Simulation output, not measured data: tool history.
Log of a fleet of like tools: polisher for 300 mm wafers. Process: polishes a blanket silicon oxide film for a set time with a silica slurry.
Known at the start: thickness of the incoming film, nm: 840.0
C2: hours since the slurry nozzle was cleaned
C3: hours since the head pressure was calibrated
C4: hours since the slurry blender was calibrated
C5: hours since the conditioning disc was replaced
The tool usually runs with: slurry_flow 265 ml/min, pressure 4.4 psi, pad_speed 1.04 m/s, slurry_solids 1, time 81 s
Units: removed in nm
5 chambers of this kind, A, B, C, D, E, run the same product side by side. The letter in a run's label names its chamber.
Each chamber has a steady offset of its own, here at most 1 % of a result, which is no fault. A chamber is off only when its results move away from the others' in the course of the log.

At day 0.246: chamber B: conditioning disc replaced and pad reconditioned.
Run 1C, day 0.375: usual settings; wafers polished on this pad 473; C2 35.6; C3 66.5; C4 284.8; C5 329.6. Result: removed 283.67 nm.
Run 2E, day 0.721: usual settings; wafers polished on this pad 532; C2 285.0; C3 40.2; C4 74.5; C5 47.6. Result: removed 287.91 nm.
At day 1.138: chamber B: worn pad replaced by a new one.
Run 3A, day 1.138: usual settings; wafers polished on this pad 522; C2 75.5; C3 101.5; C4 196.6; C5 529.4. Result: removed 286.16 nm.
Run 4B, day 1.629: usual settings; wafers polished on this pad 96; C2 282.3; C3 691.3; C4 63.3; C5 33.3. Result: removed 280.40 nm.
At day 1.658: chamber E: worn pad replaced by a new one.
Run 5D, day 1.883: usual settings; wafers polished on this pad 1119; C2 471.3; C3 822.7; C4 46.3; C5 104.6. Result: removed 285.36 nm.
At day 2.196: chamber C: worn pad replaced by a new one.
Run 6B, day 2.221: usual settings; wafers polished on this pad 212; C2 296.5; C3 705.5; C4 77.5; C5 47.5. Result: removed 285.77 nm.
At day 2.279: chamber A: slurry blender recalibrated.
At day 2.338: chamber A: worn pad replaced by a new one.
Run 7D, day 2.654: usual settings; wafers polished on this pad 1270; C2 489.8; C3 841.2; C4 64.8; C5 123.1. Result: removed 286.81 nm.
At day 2.725: chamber A: conditioning disc replaced and pad reconditioned.
Run 8E, day 3.021: usual settings; wafers polished on this pad 267; C2 340.2; C3 95.4; C4 129.7; C5 102.8. Result: removed 286.37 nm.
At day 3.038: chamber E: conditioning disc replaced and pad reconditioned.
Run 9A, day 3.546: usual settings; wafers polished on this pad 237; C2 133.3; C3 159.3; C4 30.5; C5 19.7. Result: removed 283.45 nm.
At day 3.588: chamber D: worn pad replaced by a new one.
At day 3.875: chamber C: slurry blender recalibrated.
Run 10C, day 4.067: usual settings; wafers polished on this pad 366; C2 124.2; C3 155.1; C4 4.7; C5 418.2. Result: removed 285.60 nm.
At day 4.117: chamber B: worn pad replaced by a new one.
At day 4.246: chamber B: conditioning disc replaced and pad reconditioned.
Run 11A, day 4.408: usual settings but slurry_flow 225 ml/min, time 58 s; wafers polished on this pad 405; C2 154.0; C3 180.0; C4 51.2; C5 40.4. Result: removed 199.66 nm.
At day 4.746: chamber E: worn pad replaced by a new one.
Run 12E, day 4.912: usual settings but slurry_flow 225 ml/min, time 58 s; wafers polished on this pad 32; C2 385.6; C3 140.8; C4 175.1; C5 45.0. Result: removed 200.78 nm.
Run 13B, day 5.238: usual settings but slurry_flow 225 ml/min, time 58 s; wafers polished on this pad 219; C2 368.9; C3 777.9; C4 149.9; C5 23.9. Result: removed 199.07 nm.
At day 5.467: chamber A: worn pad replaced by a new one.
Run 14D, day 5.696: usual settings but slurry_flow 225 ml/min, time 58 s; wafers polished on this pad 412; C2 562.8; C3 914.2; C4 137.8; C5 196.1. Result: removed 200.53 nm.
Run 15C, day 5.971: usual settings but slurry_flow 225 ml/min, time 58 s; wafers polished on this pad 739; C2 169.9; C3 200.8; C4 50.4; C5 463.9. Result: removed 200.57 nm.
At day 6.025: chamber E: slurry nozzle cleaned.
At day 6.354: chamber C: worn pad replaced by a new one.
Run 16D, day 6.492: usual settings; wafers polished on this pad 568; C2 581.9; C3 933.3; C4 156.9; C5 215.2. Result: removed 283.10 nm.
At day 6.658: chamber C: conditioning disc replaced and pad reconditioned.
Run 17C, day 6.908: usual settings; wafers polished on this pad 108; C2 192.4; C3 223.3; C4 72.9; C5 6.0. Result: removed 284.92 nm.
At day 7.121: chamber B: worn pad replaced by a new one.
At day 7.150: chamber E: conditioning disc replaced and pad reconditioned.
Run 18E, day 7.212: usual settings; wafers polished on this pad 482; C2 28.6; C3 196.0; C4 230.3; C5 1.6. Result: removed 282.82 nm.
Run 19A, day 7.467: usual settings; wafers polished on this pad 391; C2 227.4; C3 253.4; C4 124.6; C5 113.8. Result: removed 284.37 nm.
At day 7.788: chamber E: worn pad replaced by a new one.
Run 20B, day 7.817: usual settings but slurry_flow 300 ml/min; wafers polished on this pad 136; C2 430.8; C3 839.8; C4 211.8; C5 85.8. Result: removed 290.12 nm.
At day 7.879: chamber E: slurry blender recalibrated.
Run 21A, day 8.133: usual settings but slurry_flow 300 ml/min; wafers polished on this pad 521; C2 243.4; C3 269.4; C4 140.6; C5 129.8. Result: removed 290.56 nm.
At day 8.154: chamber B: conditioning disc replaced and pad reconditioned.
Run 22E, day 8.650: usual settings but slurry_flow 300 ml/min; wafers polished on this pad 169; C2 63.1; C3 230.5; C4 18.6; C5 36.1. Result: removed 287.39 nm.
Run 23B, day 9.079: usual settings but slurry_flow 300 ml/min; wafers polished on this pad 383; C2 461.1; C3 870.1; C4 242.1; C5 22.2. Result: removed 287.49 nm.
Run 24C, day 9.321: usual settings but slurry_flow 300 ml/min; wafers polished on this pad 580; C2 250.3; C3 281.2; C4 130.8; C5 63.9. Result: removed 286.66 nm.
At day 9.375: chamber A: worn pad replaced by a new one.
Run 25D, day 9.629: usual settings; wafers polished on this pad 1182; C2 657.2; C3 1008.6; C4 232.2; C5 290.5. Result: removed 284.48 nm.
At day 9.875: chamber B: slurry nozzle cleaned.
Run 26C, day 10.033: usual settings; wafers polished on this pad 720; C2 267.4; C3 298.3; C4 147.9; C5 81.0. Result: removed 283.24 nm.
At day 10.038: chamber D: slurry nozzle cleaned.
Run 27E, day 10.517: usual settings; wafers polished on this pad 534; C2 107.9; C3 275.3; C4 63.4; C5 80.9. Result: removed 287.21 nm.
At day 10.533: chamber B: worn pad replaced by a new one.
At day 10.900: chamber D: worn pad replaced by a new one.
At day 10.950: chamber C: slurry nozzle cleaned.
Run 28A, day 10.971: usual settings but time 103 s; wafers polished on this pad 312; C2 311.5; C3 337.5; C4 208.7; C5 197.9. Result: removed 365.86 nm.
At day 11.367: chamber E: conditioning disc replaced and pad reconditioned.
At day 11.433: chamber C: worn pad replaced by a new one.
Run 29B, day 11.496: usual settings but time 103 s; wafers polished on this pad 189; C2 39.0; C3 928.1; C4 300.1; C5 80.2. Result: removed 365.92 nm.
At day 11.629: chamber E: worn pad replaced by a new one.
Run 30D, day 11.971: usual settings but time 103 s; wafers polished on this pad 209; C2 46.5; C3 1064.8; C4 288.4; C5 346.7. Result: removed 359.22 nm.
At day 12.150: chamber B: slurry blender recalibrated.
At day 12.196: chamber A: slurry blender recalibrated.
Run 31C, day 12.433: usual settings but time 103 s; wafers polished on this pad 195; C2 35.7; C3 355.9; C4 205.5; C5 138.6. Result: removed 358.79 nm.
At day 12.529: chamber B: conditioning disc replaced and pad reconditioned.
Run 32E, day 12.779: usual settings but time 103 s; wafers polished on this pad 225; C2 162.2; C3 329.6; C4 117.7; C5 33.9. Result: removed 362.96 nm.
At day 12.992: chamber A: worn pad replaced by a new one.
Run 33D, day 13.108: usual settings; wafers polished on this pad 432; C2 73.8; C3 1092.1; C4 315.7; C5 374.0. Result: removed 280.56 nm.
Run 34B, day 13.508: usual settings; wafers polished on this pad 582; C2 87.3; C3 976.4; C4 32.6; C5 23.5. Result: removed 282.02 nm.
At day 13.538: chamber B: worn pad replaced by a new one.
Run 35A, day 13.858: usual settings; wafers polished on this pad 170; C2 380.8; C3 406.8; C4 40.0; C5 267.2. Result: removed 285.36 nm.
Run 36A, day 14.296: usual settings; wafers polished on this pad 255; C2 391.3; C3 417.3; C4 50.5; C5 277.7. Result: removed 284.95 nm.
Run 37C, day 14.667: usual settings; wafers polished on this pad 632; C2 89.3; C3 409.5; C4 259.1; C5 192.2. Result: removed 286.69 nm.
Run 38B, day 15.200: usual settings; wafers polished on this pad 326; C2 127.9; C3 1017.0; C4 73.2; C5 64.1. Result: removed 284.47 nm.
At day 15.325: chamber E: conditioning disc replaced and pad reconditioned.
At day 15.342: chamber E: worn pad replaced by a new one.
Run 39E, day 15.517: usual settings; wafers polished on this pad 34; C2 227.9; C3 395.3; C4 183.4; C5 4.7. Result: removed 286.19 nm.

Next, all 5 chambers run the settings below, one line each with question marks for the results. What does each chamber give?
Run 40A, day 15.908: usual settings. Result: removed ?.
Run 40B, day 15.908: usual settings. Result: removed ?.
Run 40C, day 15.908: usual settings. Result: removed ?.
Run 40D, day 15.908: usual settings. Result: removed ?.
Run 40E, day 15.908: usual settings. Result: removed ?.

run  removed
40A   286.27
40B   283.59
40C   285.88
40D   281.89
40E   285.35
